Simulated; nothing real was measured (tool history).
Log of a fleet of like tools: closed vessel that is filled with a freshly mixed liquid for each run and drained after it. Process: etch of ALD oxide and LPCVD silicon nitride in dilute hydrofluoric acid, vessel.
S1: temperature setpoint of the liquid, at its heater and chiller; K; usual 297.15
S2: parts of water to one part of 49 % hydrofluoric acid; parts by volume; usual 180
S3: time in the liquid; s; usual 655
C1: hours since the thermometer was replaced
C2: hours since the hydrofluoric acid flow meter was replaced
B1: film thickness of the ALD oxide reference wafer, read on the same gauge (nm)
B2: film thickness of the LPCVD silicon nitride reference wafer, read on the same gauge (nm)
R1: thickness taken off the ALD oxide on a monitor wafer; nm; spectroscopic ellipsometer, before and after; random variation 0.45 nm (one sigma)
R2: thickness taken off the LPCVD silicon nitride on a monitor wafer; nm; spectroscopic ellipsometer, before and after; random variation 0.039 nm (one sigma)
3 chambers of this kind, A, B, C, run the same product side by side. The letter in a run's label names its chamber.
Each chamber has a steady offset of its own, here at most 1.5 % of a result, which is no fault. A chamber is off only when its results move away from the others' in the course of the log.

run	hour	S1	S2	S3	C1	C2	B1	B2	R1	R2
1B	13.7	297.15	180	655	344.2	898.5	130.02	80.040	56.646	1.8331
2A	24.4	297.15	180	655	1195.5	996.4	130.02	80.036	58.036	1.7402
3C	32.2	297.15	180	655	407.2	658.8	129.99	80.023	56.491	1.8057
4A	41.1	297.15	180	655	1212.2	1013.1	129.98	79.986	56.937	1.8029
5C	54.1	297.15	180	655	429.1	680.7	130.00	79.976	56.464	1.8137
6B	63.9	297.15	180	655	394.4	948.7	130.00	80.027	55.973	1.7692
7B	74.3	297.15	180	655	404.8	959.1	129.98	79.987	55.759	1.7969
8A	82.7	297.15	180	655	1253.8	1054.7	130.01	80.038	57.475	1.8243
9C	90.5	297.15	180	655	465.5	717.1	129.95	80.025	56.728	1.7949
10A	98.4	297.15	180	655	1269.5	1070.4	130.00	80.030	57.961	1.7817
11C	106.0	297.15	180	655	481.0	732.6	129.99	79.995	56.056	1.8755
12B	115.8	297.15	180	655	446.3	1000.6	129.98	79.996	55.448	1.7682
13B	128.6	297.15	180	655	459.1	1013.4	130.00	79.995	54.353	1.7047
14A	140.4	297.15	180	655	1311.5	1112.4	130.02	79.963	57.713	1.7573
15C	151.2	297.15	180	655	526.2	777.8	130.00	80.003	56.117	1.7693
16A	165.0	297.15	180	655	1336.1	1137.0	130.02	79.983	57.655	1.7936
17B	174.0	297.15	180	655	504.5	1058.8	129.98	80.012	53.652	1.7116
18C	187.3	297.15	180	655	562.3	813.9	129.96	79.991	55.311	1.7378
19B	196.1	297.15	180	655	526.6	1080.9	129.97	79.998	53.089	1.6708
20A	203.8	297.15	180	655	1374.9	1175.8	129.99	79.994	58.068	1.8534
21C	217.5	297.15	180	655	592.5	844.1	130.01	79.998	56.794	1.8021
# hour 218.3: chamber C: thermometer replaced
22B	227.7	297.15	180	655	558.2	1112.5	130.02	80.044	52.133	1.6188
23A	240.3	297.15	180	655	1411.4	1212.3	129.99	79.987	57.951	1.8930
24C	253.3	297.15	180	655	35.1	879.9	130.00	79.984	56.174	1.8237

Next, every chamber runs the same settings. What will each give?
25A	263.7	297.15	180	655					?	?
25B	263.7	297.15	180	655					?	?
25C	263.7	297.15	180	655					?	?

run	R1	R2
25A	57.715	1.9009
25B	50.986	1.6833
25C	55.454	1.8191
